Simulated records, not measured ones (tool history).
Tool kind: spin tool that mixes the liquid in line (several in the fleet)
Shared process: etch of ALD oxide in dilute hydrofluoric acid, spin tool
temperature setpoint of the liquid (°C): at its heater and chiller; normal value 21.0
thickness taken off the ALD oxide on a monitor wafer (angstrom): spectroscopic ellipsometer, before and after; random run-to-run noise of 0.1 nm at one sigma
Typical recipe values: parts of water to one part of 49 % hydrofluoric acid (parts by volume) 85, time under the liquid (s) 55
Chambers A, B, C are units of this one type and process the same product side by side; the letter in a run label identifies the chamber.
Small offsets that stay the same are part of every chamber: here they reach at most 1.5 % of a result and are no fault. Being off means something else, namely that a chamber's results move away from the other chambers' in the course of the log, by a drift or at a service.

run   hour  temperature setpoint of the liquid (°C)  parts of water to one part of 49 % hydrofluoric acid (parts by volume)  time under the liquid (s)  read-back film thickness of the ALD oxide reference wafer, read on the same gauge (nm)  thickness taken off the ALD oxide on a monitor wafer (angstrom)
 1B   12.7                                     21.0                                                                      85                         55                                                                                  110.06                                                          124.100
      22.0  -- chamber B: thermometer replaced
 2C   25.0                                     21.0                                                                      85                         55                                                                                  110.00                                                          122.110
 3A   32.8                                     21.0                                                                      85                         55                                                                                  110.06                                                          126.290
 4C   39.4                                     21.0                                                                      85                         55                                                                                  110.02                                                          122.620
 5A   47.2                                     21.0                                                                      85                         55                                                                                  109.99                                                          124.510
 6B   56.2                                     21.0                                                                      85                         55                                                                                  109.98                                                          124.020
 7C   66.0                                     21.0                                                                      85                         55                                                                                  109.98                                                          124.650
      78.7  -- chamber C: hydrofluoric acid flow meter replaced
 8A   79.4                                     21.0                                                                      85                         55                                                                                  110.00                                                          126.690
 9B   89.1                                     21.0                                                                      85                         55                                                                                  109.96                                                          126.930
10C   99.8                                     21.0                                                                      85                         55                                                                                  109.98                                                          124.350
11B  110.3                                     21.0                                                                      85                         55                                                                                  110.02                                                          123.090
12A  117.1                                     21.0                                                                      85                         55                                                                                  109.99                                                          125.300
13B  130.2                                     21.0                                                                      85                         55                                                                                  109.99                                                          125.730
14C  138.1                                     21.0                                                                      85                         55                                                                                  110.03                                                          122.860
15A  148.1                                     21.0                                                                      85                         55                                                                                  109.98                                                          129.660
16B  159.2                                     21.0                                                                      85                         55                                                                                  110.00                                                          124.670
17C  167.7                                     21.0                                                                      85                         55                                                                                  110.03                                                          122.080
18A  180.4                                     21.0                                                                      85                         55                                                                                  110.05                                                          127.050
19A  186.8                                     23.5                                                                      85                         55                                                                                  110.01                                                          143.770
20B  196.0                                     23.5                                                                      85                         55                                                                                  110.02                                                          139.330
21C  208.3                                     23.5                                                                      85                         55                                                                                  109.99                                                          137.090
22A  221.6                                     21.0                                                                      85                         55                                                                                  109.99                                                          130.220
23C  227.6                                     21.0                                                                      85                         55                                                                                  110.02                                                          123.340
24B  236.7                                     21.0                                                                      85                         55                                                                                  109.97                                                          124.450
25A  248.2                                     21.0                                                                      85                         30                                                                                  109.97                                                           71.235
26C  260.1                                     21.0                                                                      85                         30                                                                                  109.96                                                           67.619
27B  268.1                                     21.0                                                                      85                         30                                                                                  110.01                                                           66.901
28B  277.2                                     21.0                                                                      85                         55                                                                                  109.99                                                          125.490
29C  286.4                                     21.0                                                                      85                         55                                                                                  109.97                                                          124.020
30A  296.4                                     21.0                                                                      85                         55                                                                                  109.98                                                          132.490
31C  309.3                                     21.0                                                                      85                         55                                                                                  110.01                                                          125.080
32A  317.6                                     21.0                                                                      85                         55                                                                                  110.00                                                          133.330
33B  325.7                                     21.0                                                                      85                         55                                                                                  110.00                                                          125.760

Read the log: is a single chamber off, either drifting away or since a service, is the gauge that measures every chamber drifting, or is nothing wrong beyond small per-chamber offsets? Name any odd chamber and what most likely caused it.

Chamber A drifts away from the others.
Most likely cause: liquid hotter than its thermometer reads (K) = 1.65.
The log may not tell that from: hydrofluoric acid flow above the setpoint (%).

Chamber A could run next with any of the 4 candidate recipes listed below; each alters the usual settings, and their results appear as question marks. Which one brings its results back in line with what the other chambers deliver on the usual settings?
A result is in line if it is within this distance of the other chambers' mean on the usual settings: thickness taken off the ALD oxide on a monitor wafer (angstrom) 3.600
34A-1  335.5                                     19.0                                                                      85                         55                                                                                                                                                        ?
34A-2  335.5                                     21.0                                                                      85                         60                                                                                                                                                        ?
34A-3  335.5                                     21.0                                                                      75                         55                                                                                                                                                        ?
34A-4  335.5                                     18.0                                                                      85                         55                                                                                                                                                        ?

Average result of the remaining chambers running the usual settings: thickness taken off the ALD oxide on a monitor wafer (angstrom) 124.130
  run  thickness taken off the ALD oxide on a monitor wafer (angstrom)
34A-1                                                          123.490
34A-2                                                          146.320
34A-3                                                          154.230
34A-4                                                          118.430
Change 34A-1 lands the chamber within the allowed miss of the other chambers.

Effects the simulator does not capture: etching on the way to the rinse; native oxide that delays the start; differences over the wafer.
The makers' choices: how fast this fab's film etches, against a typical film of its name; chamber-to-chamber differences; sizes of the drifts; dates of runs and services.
